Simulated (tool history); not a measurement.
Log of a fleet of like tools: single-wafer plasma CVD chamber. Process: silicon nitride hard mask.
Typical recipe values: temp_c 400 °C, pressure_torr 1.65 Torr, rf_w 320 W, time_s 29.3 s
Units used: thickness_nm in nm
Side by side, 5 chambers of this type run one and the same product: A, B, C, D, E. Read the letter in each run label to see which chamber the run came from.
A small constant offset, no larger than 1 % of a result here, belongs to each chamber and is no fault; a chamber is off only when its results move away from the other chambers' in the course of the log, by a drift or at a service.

run   hour  temp_c  pressure_torr  rf_w  time_s  read-back reference wafer on the same gauge, thickness_nm  thickness_nm
 1C    8.3     400           1.65   320    29.3                                                     31.385        35.199
 2A   19.3     400           1.65   320    29.3                                                     31.396        35.539
      25.1  -- chamber A: capacitance manometer re-zeroed and calibrated
 3B   25.4     400           1.65   320    29.3                                                     31.404         35.37
 4D   34.1     400           1.65   320    29.3                                                     31.373        35.609
 5E   42.3     400           1.65   320    29.3                                                      31.41        35.701
 6C   52.1     400           1.65   280    26.2                                                      31.39        28.989
 7E   61.9     400           1.65   280    26.2                                                     31.411        29.225
 8D     73     400           1.65   280    26.2                                                     31.387        29.222
 9A   81.7     400           1.65   280    26.2                                                     31.426        29.183
10B   87.4     400           1.65   280    26.2                                                     31.397        28.906
11D   93.4     400           1.65   320    29.3                                                     31.395        35.298
12A  103.2     400           1.65   320    25.3                                                     31.405        30.706
13B  113.6     400           1.65   320    25.3                                                     31.393        30.763
14C  121.8     400           1.65   320    25.3                                                     31.395        30.538
15E  128.8     400           1.65   320    25.3                                                      31.41        30.878
16C  134.6     400           1.65   320    25.3                                                     31.407        30.467
17A  142.5     400           1.65   320    29.3                                                     31.385        35.514
     143.8  -- chamber D: RF generator calibrated
18E  153.1     400           1.65   320    29.3                                                      31.38        35.604
19B  158.4     400           1.65   320    29.3                                                     31.395         35.39
20D  165.9     400           1.65   320    29.3                                                     31.395        35.544
21E  171.5     400           1.65   320    29.3                                                     31.392        35.754
22D    180     400           1.65   320    29.3                                                     31.373         35.62
23B  186.9     400           1.65   320    29.3                                                     31.402        35.199
24C  193.7     400           1.65   320    29.3                                                     31.422        35.172
25A  202.4     400           1.65   320    29.3                                                      31.41        35.501
26A  212.5     400           1.65   320    29.3                                                     31.413        35.632
27C  220.9     400           1.65   320    29.3                                                     31.399        35.053
28E  230.7     400           1.65   320    29.3                                                     31.434        35.552
29B  237.8     400           1.49   320    24.3                                                     31.377        28.201
30D    245     400           1.49   320    24.3                                                     31.416        28.657
31E  253.9     400           1.49   320    24.3                                                     31.404        28.973
32D  261.4     400           1.49   320    24.3                                                     31.384        28.559
33B  267.9     400           1.49   320    24.3                                                     31.373        28.061
34C  277.5     400           1.65   320    29.3                                                     31.391        35.375
35A  286.1     400           1.65   320    29.3                                                     31.407        35.605
36E  297.2     400           1.65   320    29.3                                                     31.377         35.39
37A    304     400           1.65   320    29.3                                                     31.424        35.448
38B  311.1     400           1.65   320    29.3                                                     31.418        34.682
39D  316.1     400           1.86   320    29.3                                                     31.401        36.793
40C  324.8     400           1.86   320    29.3                                                     31.389        36.529
41B  331.5     400           1.86   320    29.3                                                      31.43         35.95
42C  342.6     400           1.86   320    29.3                                                     31.417        36.567

Predict what each chamber gives when all 5 of them run the settings below next.
43A  350.9     400           1.65   320    29.3                                                                        ?
43B  350.9     400           1.65   320    29.3                                                                        ?
43C  350.9     400           1.65   320    29.3                                                                        ?
43D  350.9     400           1.65   320    29.3                                                                        ?
43E  350.9     400           1.65   320    29.3                                                                        ?

run  thickness_nm
43A        35.444
43B        34.439
43C        35.458
43D        35.446
43E        35.785
